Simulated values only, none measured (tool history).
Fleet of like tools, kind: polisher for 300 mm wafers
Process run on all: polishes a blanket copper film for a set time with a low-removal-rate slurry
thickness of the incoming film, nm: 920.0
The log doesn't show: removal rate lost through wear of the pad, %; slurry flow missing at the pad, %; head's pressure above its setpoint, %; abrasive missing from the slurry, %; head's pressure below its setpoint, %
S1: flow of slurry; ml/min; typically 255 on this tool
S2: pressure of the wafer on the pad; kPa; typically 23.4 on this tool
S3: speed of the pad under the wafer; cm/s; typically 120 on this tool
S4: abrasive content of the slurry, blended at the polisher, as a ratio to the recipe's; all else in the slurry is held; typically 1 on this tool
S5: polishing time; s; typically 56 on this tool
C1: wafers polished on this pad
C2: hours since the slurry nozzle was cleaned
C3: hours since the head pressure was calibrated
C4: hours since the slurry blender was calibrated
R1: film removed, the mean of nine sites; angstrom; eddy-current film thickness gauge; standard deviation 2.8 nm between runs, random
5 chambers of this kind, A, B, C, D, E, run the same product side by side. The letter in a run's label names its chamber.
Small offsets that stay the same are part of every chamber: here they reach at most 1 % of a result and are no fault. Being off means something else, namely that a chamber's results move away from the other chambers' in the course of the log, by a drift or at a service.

run   hour   S1    S2   S3  S4  S5    C1     C2      C3     C4      R1
 1C    5.8  255  23.4  120   1  56   874    6.7   201.3  245.1  2171.5
 2A   13.5  255  23.4  120   1  56  1424  209.7    24.8   29.2  2195.3
 3D   22.7  255  23.4  120   1  56   249   50.1    42.4  132.3  2097.2
      24.4  -- chamber E: slurry blender recalibrated
      27.7  -- chamber C: worn pad replaced by a new one
 4B   32.4  255  23.4  120   1  56   970  128.7   432.2   33.9  2112.8
      39.4  -- chamber A: worn pad replaced by a new one
 5E   39.8  255  23.4  120   1  56   400  416.1  1083.1   15.4  2161.9
 6A   45.4  255  23.4  120   1  56    59  241.6    56.7   61.1  2187.8
 7E   55.7  315  23.4   98   1  56   557    432    1099   31.3  1827.5
 8D     64  315  23.4   98   1  56   657   91.4    83.7  173.6  1745.8
 9C   69.4  315  23.4   98   1  56   412   70.3   264.9  308.7  1806.2
      74.1  -- chamber E: worn pad replaced by a new one
10B     77  315  23.4   98   1  56  1411  173.3   476.8   78.5  1825.1
      78.5  -- chamber C: slurry blender recalibrated
      83.6  -- chamber B: worn pad replaced by a new one
11B   84.9  315  23.4   98   1  56    13  181.2   484.7   86.4  1802.5
12E   94.8  255  23.4  154   1  47   204  471.1  1138.1   70.4  2326.2
13C   99.3  255  23.4  154   1  47   707  100.2   294.8   20.8  2315.3
14A  106.7  255  23.4  154   1  47   664  302.9     118  122.4  2272.8
15D  113.6  255  23.4  154   1  47  1147    141   133.3  223.2    2275
16E  120.3  255  23.4  154   1  47   456  496.6  1163.6   95.9  2299.9
17A  128.2  255  23.4  120   1  56   877  324.4   139.5  143.9  2156.1
     134.1  -- chamber D: worn pad replaced by a new one
18B  134.5  255  23.4  120   1  56   503  230.8   534.3    136  2225.2
19D  141.3  255  23.4  120   1  56    71  168.7     161  250.9  2134.3
     145.6  -- chamber E: worn pad replaced by a new one
     148.4  -- chamber C: worn pad replaced by a new one
20C  149.2  255  23.4  120   1  56     8  150.1   344.7   70.7  2132.4
21B  154.5  255  23.4  120   1  56   700  250.8   554.3    156  2180.7
     155.8  -- chamber D: slurry blender recalibrated
     157.9  -- chamber E: head pressure recalibrated
22C  162.2  255  23.4  120   1  56   137  163.1   357.7   83.7  2146.2
23A  167.1  255  23.4  120   1  56  1261  363.3   178.4  182.8  2201.2
24E  173.6  255  23.4  120   1  56   277  549.9    15.8  149.2  2134.1
     175.6  -- chamber A: worn pad replaced by a new one
25D  179.3  255  23.4  120   1  56   446  206.7     199   23.6  2123.9
     186.5  -- chamber E: slurry nozzle cleaned
26A  186.8  255  23.4  120   1  56   111    383   198.1  202.5  2161.6
27D  195.7  255  27.6   90   1  56   608  223.1   215.4     40    1896
28B  200.5  255  27.6   90   1  56  1154  296.8   600.3    202  1867.9
29E  208.6  255  27.6   90   1  56   623   22.2    50.8  184.2  1893.4
     208.8  -- chamber E: worn pad replaced by a new one
30C    216  255  27.6   90   1  56   668  216.9   411.5  137.5  1908.9
     221.5  -- chamber C: slurry nozzle cleaned
31C    225  255  27.6   90   1  56   757    3.5   420.5  146.5    1911
32E  231.6  255  23.4  120   1  56   225   45.2    73.8  207.2    2150

All chambers now run identical settings, listed one chamber a line with results as question marks. What results will each chamber show?
33A   239  255  23.4  120   1  56                   ?
33B   239  255  23.4  120   1  56                   ?
33C   239  255  23.4  120   1  56                   ?
33D   239  255  23.4  120   1  56                   ?
33E   239  255  23.4  120   1  56                   ?

run      R1
33A    2173
33B  2188.8
33C  2209.6
33D    2128
33E  2149.8

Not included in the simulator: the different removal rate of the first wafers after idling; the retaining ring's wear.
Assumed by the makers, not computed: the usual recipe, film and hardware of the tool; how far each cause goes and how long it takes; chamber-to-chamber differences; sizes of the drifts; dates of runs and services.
